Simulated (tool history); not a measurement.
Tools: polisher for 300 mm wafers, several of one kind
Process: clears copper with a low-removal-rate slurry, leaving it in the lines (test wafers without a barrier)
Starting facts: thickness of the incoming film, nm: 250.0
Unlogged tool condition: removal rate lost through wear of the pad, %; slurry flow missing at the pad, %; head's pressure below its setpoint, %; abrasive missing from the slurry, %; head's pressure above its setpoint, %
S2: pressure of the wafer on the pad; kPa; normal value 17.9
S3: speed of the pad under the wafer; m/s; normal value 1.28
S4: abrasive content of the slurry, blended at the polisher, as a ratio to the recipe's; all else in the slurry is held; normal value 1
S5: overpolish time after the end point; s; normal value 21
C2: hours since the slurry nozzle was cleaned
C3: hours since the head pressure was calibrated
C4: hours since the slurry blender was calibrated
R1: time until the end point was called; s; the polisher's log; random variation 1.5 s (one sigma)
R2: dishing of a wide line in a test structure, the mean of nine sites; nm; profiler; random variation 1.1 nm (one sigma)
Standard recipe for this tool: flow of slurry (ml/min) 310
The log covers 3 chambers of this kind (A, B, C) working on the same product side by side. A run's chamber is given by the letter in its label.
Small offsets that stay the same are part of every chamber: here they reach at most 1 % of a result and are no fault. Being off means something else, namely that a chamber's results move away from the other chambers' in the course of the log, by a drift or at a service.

At hour 5.6: chamber A: slurry blender recalibrated.
Run 1B, hour 5.9: usual settings; wafers polished on this pad 147; C2 20.1; C3 141.5; C4 73. Result: R1 76.397 s, R2 43.233 nm.
Run 2C, hour 11.2: usual settings; wafers polished on this pad 440; C2 478.8; C3 247.2; C4 387.8. Result: R1 84.378 s, R2 44.024 nm.
Run 3A, hour 16.2: usual settings; wafers polished on this pad 228; C2 48.1; C3 342.1; C4 10.6. Result: R1 81.072 s, R2 44.299 nm.
At hour 25.3: chamber C: worn pad replaced by a new one.
Run 4B, hour 27: usual settings; wafers polished on this pad 351; C2 41.2; C3 162.6; C4 94.1. Result: R1 79.46 s, R2 44.442 nm.
Run 5A, hour 33.3: usual settings; wafers polished on this pad 393; C2 65.2; C3 359.2; C4 27.7. Result: R1 78.805 s, R2 45.154 nm.
Run 6C, hour 43.8: usual settings; wafers polished on this pad 178; C2 511.4; C3 279.8; C4 420.4. Result: R1 79.865 s, R2 44.542 nm.
Run 7B, hour 54.1: usual settings; wafers polished on this pad 612; C2 68.3; C3 189.7; C4 121.2. Result: R1 78.014 s, R2 42.515 nm.
At hour 61.4: chamber A: worn pad replaced by a new one.
At hour 63.8: chamber C: slurry nozzle cleaned.
Run 8C, hour 64.2: usual settings; wafers polished on this pad 375; C2 0.5; C3 300.2; C4 440.8. Result: R1 80.648 s, R2 42.964 nm.
At hour 69.2: chamber B: worn pad replaced by a new one.
At hour 69.2: chamber C: slurry blender recalibrated.
Run 9A, hour 70: usual settings; wafers polished on this pad 83; C2 101.9; C3 395.9; C4 64.4. Result: R1 82.291 s, R2 42.964 nm.
Run 10B, hour 75.2: usual settings; wafers polished on this pad 57; C2 89.4; C3 210.8; C4 142.3. Result: R1 79.289 s, R2 43.743 nm.
Run 11A, hour 82.7: usual settings but S3 1.1 m/s, S4 0.8; wafers polished on this pad 205; C2 114.6; C3 408.6; C4 77.1. Result: R1 99.463 s, R2 35.542 nm.
At hour 86.2: chamber C: worn pad replaced by a new one.
Run 12C, hour 88.4: usual settings but S3 1.1 m/s, S4 0.8; wafers polished on this pad 21; C2 24.7; C3 324.4; C4 19.3. Result: R1 98.694 s, R2 38.332 nm.
Run 13C, hour 94.5: usual settings but S3 1.1 m/s, S4 0.8; wafers polished on this pad 80; C2 30.8; C3 330.5; C4 25.4. Result: R1 99.583 s, R2 36.928 nm.
Run 14A, hour 104.5: usual settings; wafers polished on this pad 415; C2 136.4; C3 430.4; C4 98.9. Result: R1 79.39 s, R2 42.124 nm.
Run 15B, hour 110.6: usual settings; wafers polished on this pad 399; C2 124.8; C3 246.2; C4 177.7. Result: R1 78.023 s, R2 43.488 nm.
Run 16A, hour 120.9: usual settings; wafers polished on this pad 574; C2 152.8; C3 446.8; C4 115.3. Result: R1 81.51 s, R2 43.19 nm.
At hour 125.9: chamber A: head pressure recalibrated.
Run 17C, hour 128.3: usual settings but S4 1.25; wafers polished on this pad 406; C2 64.6; C3 364.3; C4 59.2. Result: R1 76.277 s, R2 44.775 nm.
Run 18B, hour 135: usual settings but S4 1.25; wafers polished on this pad 634; C2 149.2; C3 270.6; C4 202.1. Result: R1 75.398 s, R2 47.362 nm.
At hour 135.1: chamber A: worn pad replaced by a new one.
At hour 135.2: chamber B: worn pad replaced by a new one.
Run 19A, hour 141.2: usual settings but S4 1.25; wafers polished on this pad 59; C2 173.1; C3 15.3; C4 135.6. Result: R1 77.628 s, R2 45.787 nm.
At hour 145.4: chamber C: worn pad replaced by a new one.
Run 20B, hour 150.9: usual settings; wafers polished on this pad 151; C2 165.1; C3 286.5; C4 218. Result: R1 79.991 s, R2 43.515 nm.
Run 21C, hour 157.5: usual settings; wafers polished on this pad 116; C2 93.8; C3 393.5; C4 88.4. Result: R1 79.658 s, R2 43.651 nm.
Run 22C, hour 167.5: usual settings; wafers polished on this pad 213; C2 103.8; C3 403.5; C4 98.4. Result: R1 82.527 s, R2 42.65 nm.
Run 23B, hour 176.9: usual settings but S2 15.9 kPa; wafers polished on this pad 402; C2 191.1; C3 312.5; C4 244. Result: R1 91.348 s, R2 38.042 nm.
At hour 180.9: chamber B: slurry blender recalibrated.
Run 24A, hour 187.6: usual settings but S2 15.9 kPa; wafers polished on this pad 506; C2 219.5; C3 61.7; C4 182. Result: R1 93.025 s, R2 40.381 nm.
At hour 198.2: chamber A: worn pad replaced by a new one.
Run 25C, hour 198.8: usual settings but S2 15.9 kPa; wafers polished on this pad 514; C2 135.1; C3 434.8; C4 129.7. Result: R1 92.442 s, R2 37.276 nm.
At hour 205.8: chamber C: worn pad replaced by a new one.
Run 26B, hour 205.8: usual settings but S4 1.15, S5 30 s; wafers polished on this pad 680; C2 220; C3 341.4; C4 24.9. Result: R1 80.329 s, R2 56.676 nm.
At hour 210.2: chamber A: slurry nozzle cleaned.
Run 27A, hour 211.6: usual settings but S4 1.15, S5 30 s; wafers polished on this pad 129; C2 1.4; C3 85.7; C4 206. Result: R1 79.084 s, R2 61.747 nm.
At hour 218.3: chamber B: worn pad replaced by a new one.
Run 28B, hour 221.6: usual settings but S4 1.15, S5 30 s; wafers polished on this pad 31; C2 235.8; C3 357.2; C4 40.7. Result: R1 77.025 s, R2 60.014 nm.
Run 29C, hour 231.2: usual settings; wafers polished on this pad 244; C2 167.5; C3 467.2; C4 162.1. Result: R1 80.275 s, R2 42.844 nm.
Run 30A, hour 237.3: usual settings; wafers polished on this pad 377; C2 27.1; C3 111.4; C4 231.7. Result: R1 79.989 s, R2 43.929 nm.
Run 31C, hour 244.5: usual settings; wafers polished on this pad 373; C2 180.8; C3 480.5; C4 175.4. Result: R1 80.738 s, R2 42.965 nm.
Run 32A, hour 252.7: usual settings; wafers polished on this pad 526; C2 42.5; C3 126.8; C4 247.1. Result: R1 80.55 s, R2 44.328 nm.
Run 33B, hour 259.8: usual settings; wafers polished on this pad 400; C2 274; C3 395.4; C4 78.9. Result: R1 79.898 s, R2 41.623 nm.
At hour 270.9: chamber A: worn pad replaced by a new one.
Run 34A, hour 271.1: usual settings; wafers polished on this pad 2; C2 60.9; C3 145.2; C4 265.5. Result: R1 82.309 s, R2 42.34 nm.
At hour 272.4: chamber C: worn pad replaced by a new one.
At hour 278.7: chamber A: slurry blender recalibrated.
Run 35B, hour 281.5: usual settings; wafers polished on this pad 609; C2 295.7; C3 417.1; C4 100.6. Result: R1 80.839 s, R2 42.119 nm.
Run 36C, hour 288.6: usual settings; wafers polished on this pad 156; C2 224.9; C3 524.6; C4 219.5. Result: R1 80.952 s, R2 44.87 nm.
Run 37A, hour 298.4: usual settings; wafers polished on this pad 265; C2 88.2; C3 172.5; C4 19.7. Result: R1 82.324 s, R2 42.528 nm.
At hour 301.8: chamber B: worn pad replaced by a new one.
Run 38B, hour 303.5: usual settings but S2 20.7 kPa; wafers polished on this pad 16; C2 317.7; C3 439.1; C4 122.6. Result: R1 70.409 s, R2 52.157 nm.
Run 39C, hour 314.4: usual settings but S2 20.7 kPa; wafers polished on this pad 404; C2 250.7; C3 550.4; C4 245.3. Result: R1 67.576 s, R2 51.398 nm.
Run 40A, hour 320.5: usual settings but S2 20.7 kPa; wafers polished on this pad 478; C2 110.3; C3 194.6; C4 41.8. Result: R1 69.988 s, R2 48.339 nm.
Run 41B, hour 325.5: usual settings; wafers polished on this pad 228; C2 339.7; C3 461.1; C4 144.6. Result: R1 81.377 s, R2 42.59 nm.
At hour 334.5: chamber C: worn pad replaced by a new one.
Run 42C, hour 334.9: usual settings; wafers polished on this pad 3; C2 271.2; C3 570.9; C4 265.8. Result: R1 81.178 s, R2 45.204 nm.
Run 43C, hour 341: usual settings; wafers polished on this pad 62; C2 277.3; C3 577; C4 271.9. Result: R1 82.389 s, R2 45.908 nm.

All 3 chambers run these settings next. Forecast each chamber's results:
Run 44A, hour 349.2: usual settings. Result: R1 ?, R2 ?.
Run 44B, hour 349.2: usual settings. Result: R1 ?, R2 ?.
Run 44C, hour 349.2: usual settings. Result: R1 ?, R2 ?.

run      R1      R2
44A   81.85  43.276
44B  78.811  41.985
44C  80.698  42.042

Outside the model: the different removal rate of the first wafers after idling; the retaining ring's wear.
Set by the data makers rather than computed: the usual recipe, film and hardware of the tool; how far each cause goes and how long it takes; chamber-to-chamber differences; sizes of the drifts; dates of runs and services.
